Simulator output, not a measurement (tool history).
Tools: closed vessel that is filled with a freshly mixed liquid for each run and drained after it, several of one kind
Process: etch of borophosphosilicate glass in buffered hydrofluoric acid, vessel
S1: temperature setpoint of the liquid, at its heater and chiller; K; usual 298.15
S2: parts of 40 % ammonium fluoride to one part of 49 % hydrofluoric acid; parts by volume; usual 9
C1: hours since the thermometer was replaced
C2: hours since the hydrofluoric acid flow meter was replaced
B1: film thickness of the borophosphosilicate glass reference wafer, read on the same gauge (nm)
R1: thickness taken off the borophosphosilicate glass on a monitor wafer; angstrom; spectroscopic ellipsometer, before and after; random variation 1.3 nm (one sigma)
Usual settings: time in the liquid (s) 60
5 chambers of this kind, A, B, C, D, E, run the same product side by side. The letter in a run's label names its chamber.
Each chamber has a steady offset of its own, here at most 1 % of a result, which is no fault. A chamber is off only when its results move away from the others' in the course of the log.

run 1E hour=11.8 | S1=298.15 S2=9 time_in_the_liquid_(s)=60 | C1=1881.8 C2=270.2 | B1=110.00 | R1=1281.7
run 2C hour=19.9 | S1=298.15 S2=9 time_in_the_liquid_(s)=60 | C1=1441.8 C2=336.9 | B1=110.01 | R1=1276.6
run 3A hour=31.9 | S1=298.15 S2=9 time_in_the_liquid_(s)=60 | C1=820.2 C2=374.4 | B1=110.02 | R1=1285.1
run 4D hour=39.4 | S1=298.15 S2=9 time_in_the_liquid_(s)=60 | C1=219.7 C2=215.5 | B1=110.01 | R1=1284.3
run 5B hour=48.9 | S1=301.65 S2=9 time_in_the_liquid_(s)=75 | C1=1481.9 C2=1888.8 | B1=110.01 | R1=1904.9
run 6C hour=58.5 | S1=301.65 S2=9 time_in_the_liquid_(s)=75 | C1=1480.4 C2=375.5 | B1=110.00 | R1=1948.4
run 7D hour=68.4 | S1=301.65 S2=9 time_in_the_liquid_(s)=75 | C1=248.7 C2=244.5 | B1=110.01 | R1=1960.7
run 8E hour=79.6 | S1=301.65 S2=9 time_in_the_liquid_(s)=75 | C1=1949.6 C2=338.0 | B1=110.01 | R1=1909.3
run 9A hour=85.9 | S1=301.65 S2=9 time_in_the_liquid_(s)=75 | C1=874.2 C2=428.4 | B1=110.02 | R1=1935.0
run 10B hour=94.5 | S1=298.15 S2=9 time_in_the_liquid_(s)=60 | C1=1527.5 C2=1934.4 | B1=109.96 | R1=1280.3
run 11B hour=102.2 | S1=298.15 S2=9 time_in_the_liquid_(s)=60 | C1=1535.2 C2=1942.1 | B1=109.95 | R1=1291.3
run 12A hour=109.9 | S1=298.15 S2=9 time_in_the_liquid_(s)=60 | C1=898.2 C2=452.4 | B1=109.98 | R1=1269.8
run 13E hour=117.1 | S1=298.15 S2=9 time_in_the_liquid_(s)=60 | C1=1987.1 C2=375.5 | B1=110.01 | R1=1273.4
run 14D hour=125.9 | S1=298.15 S2=9 time_in_the_liquid_(s)=60 | C1=306.2 C2=302.0 | B1=109.99 | R1=1305.6
-- hour=128.4 chamber B: hydrofluoric acid flow meter replaced
run 15C hour=136.6 | S1=298.15 S2=9 time_in_the_liquid_(s)=60 | C1=1558.5 C2=453.6 | B1=109.97 | R1=1284.2
run 16D hour=146.0 | S1=298.15 S2=12 time_in_the_liquid_(s)=80 | C1=326.3 C2=322.1 | B1=110.00 | R1=1359.5
run 17C hour=159.5 | S1=298.15 S2=12 time_in_the_liquid_(s)=80 | C1=1581.4 C2=476.5 | B1=110.01 | R1=1313.5
run 18B hour=172.3 | S1=298.15 S2=12 time_in_the_liquid_(s)=80 | C1=1605.3 C2=43.9 | B1=109.98 | R1=1325.4
run 19A hour=180.6 | S1=298.15 S2=12 time_in_the_liquid_(s)=80 | C1=968.9 C2=523.1 | B1=110.01 | R1=1325.3
run 20E hour=190.2 | S1=298.15 S2=12 time_in_the_liquid_(s)=80 | C1=2060.2 C2=448.6 | B1=110.00 | R1=1315.4
run 21A hour=201.2 | S1=302.15 S2=9 time_in_the_liquid_(s)=60 | C1=989.5 C2=543.7 | B1=109.98 | R1=1579.2
run 22B hour=208.5 | S1=302.15 S2=9 time_in_the_liquid_(s)=60 | C1=1641.5 C2=80.1 | B1=110.01 | R1=1570.6
run 23E hour=217.9 | S1=302.15 S2=9 time_in_the_liquid_(s)=60 | C1=2087.9 C2=476.3 | B1=110.03 | R1=1557.6
run 24D hour=227.9 | S1=302.15 S2=9 time_in_the_liquid_(s)=60 | C1=408.2 C2=404.0 | B1=110.04 | R1=1562.8
run 25C hour=238.1 | S1=302.15 S2=9 time_in_the_liquid_(s)=60 | C1=1660.0 C2=555.1 | B1=109.99 | R1=1627.6
run 26D hour=250.8 | S1=298.15 S2=9 time_in_the_liquid_(s)=60 | C1=431.1 C2=426.9 | B1=109.96 | R1=1312.7
run 27A hour=258.2 | S1=298.15 S2=9 time_in_the_liquid_(s)=60 | C1=1046.5 C2=600.7 | B1=109.95 | R1=1291.2
run 28C hour=269.6 | S1=298.15 S2=9 time_in_the_liquid_(s)=60 | C1=1691.5 C2=586.6 | B1=110.02 | R1=1262.7
run 29E hour=280.6 | S1=300.65 S2=12 time_in_the_liquid_(s)=60 | C1=2150.6 C2=539.0 | B1=110.00 | R1=1141.6
-- hour=281.1 chamber C: hydrofluoric acid flow meter replaced
run 30B hour=289.3 | S1=300.65 S2=12 time_in_the_liquid_(s)=60 | C1=1722.3 C2=160.9 | B1=110.01 | R1=1148.2
run 31C hour=296.4 | S1=300.65 S2=12 time_in_the_liquid_(s)=60 | C1=1718.3 C2=15.3 | B1=109.99 | R1=1135.9
-- hour=301.5 chamber D: hydrofluoric acid flow meter replaced
run 32B hour=303.3 | S1=300.65 S2=12 time_in_the_liquid_(s)=60 | C1=1736.3 C2=174.9 | B1=109.99 | R1=1139.0
run 33A hour=312.3 | S1=300.65 S2=12 time_in_the_liquid_(s)=60 | C1=1100.6 C2=654.8 | B1=109.98 | R1=1145.0
-- hour=312.9 chamber E: thermometer replaced
run 34D hour=319.1 | S1=298.15 S2=9 time_in_the_liquid_(s)=60 | C1=499.4 C2=17.7 | B1=110.02 | R1=1290.3
run 35E hour=328.1 | S1=298.15 S2=9 time_in_the_liquid_(s)=60 | C1=15.3 C2=586.5 | B1=110.00 | R1=1271.8
run 36B hour=340.4 | S1=298.15 S2=9 time_in_the_liquid_(s)=60 | C1=1773.4 C2=212.0 | B1=109.98 | R1=1284.5
run 37C hour=347.6 | S1=298.15 S2=9 time_in_the_liquid_(s)=60 | C1=1769.5 C2=66.5 | B1=110.01 | R1=1276.7
run 38E hour=354.6 | S1=298.15 S2=9 time_in_the_liquid_(s)=60 | C1=41.8 C2=613.0 | B1=110.00 | R1=1280.0
run 39A hour=368.9 | S1=298.15 S2=9 time_in_the_liquid_(s)=60 | C1=1157.2 C2=711.4 | B1=109.99 | R1=1292.8
run 40D hour=380.9 | S1=298.15 S2=9 time_in_the_liquid_(s)=60 | C1=561.2 C2=79.5 | B1=110.06 | R1=1312.0

Next, every chamber runs the same settings. What will each give?
run 41A hour=391.1 | S1=298.15 S2=9 time_in_the_liquid_(s)=60 | R1=?
run 41B hour=391.1 | S1=298.15 S2=9 time_in_the_liquid_(s)=60 | R1=?
run 41C hour=391.1 | S1=298.15 S2=9 time_in_the_liquid_(s)=60 | R1=?
run 41D hour=391.1 | S1=298.15 S2=9 time_in_the_liquid_(s)=60 | R1=?
run 41E hour=391.1 | S1=298.15 S2=9 time_in_the_liquid_(s)=60 | R1=?

run=41A R1=1290.0
run=41B R1=1264.2
run=41C R1=1263.2
run=41D R1=1277.4
run=41E R1=1270.9
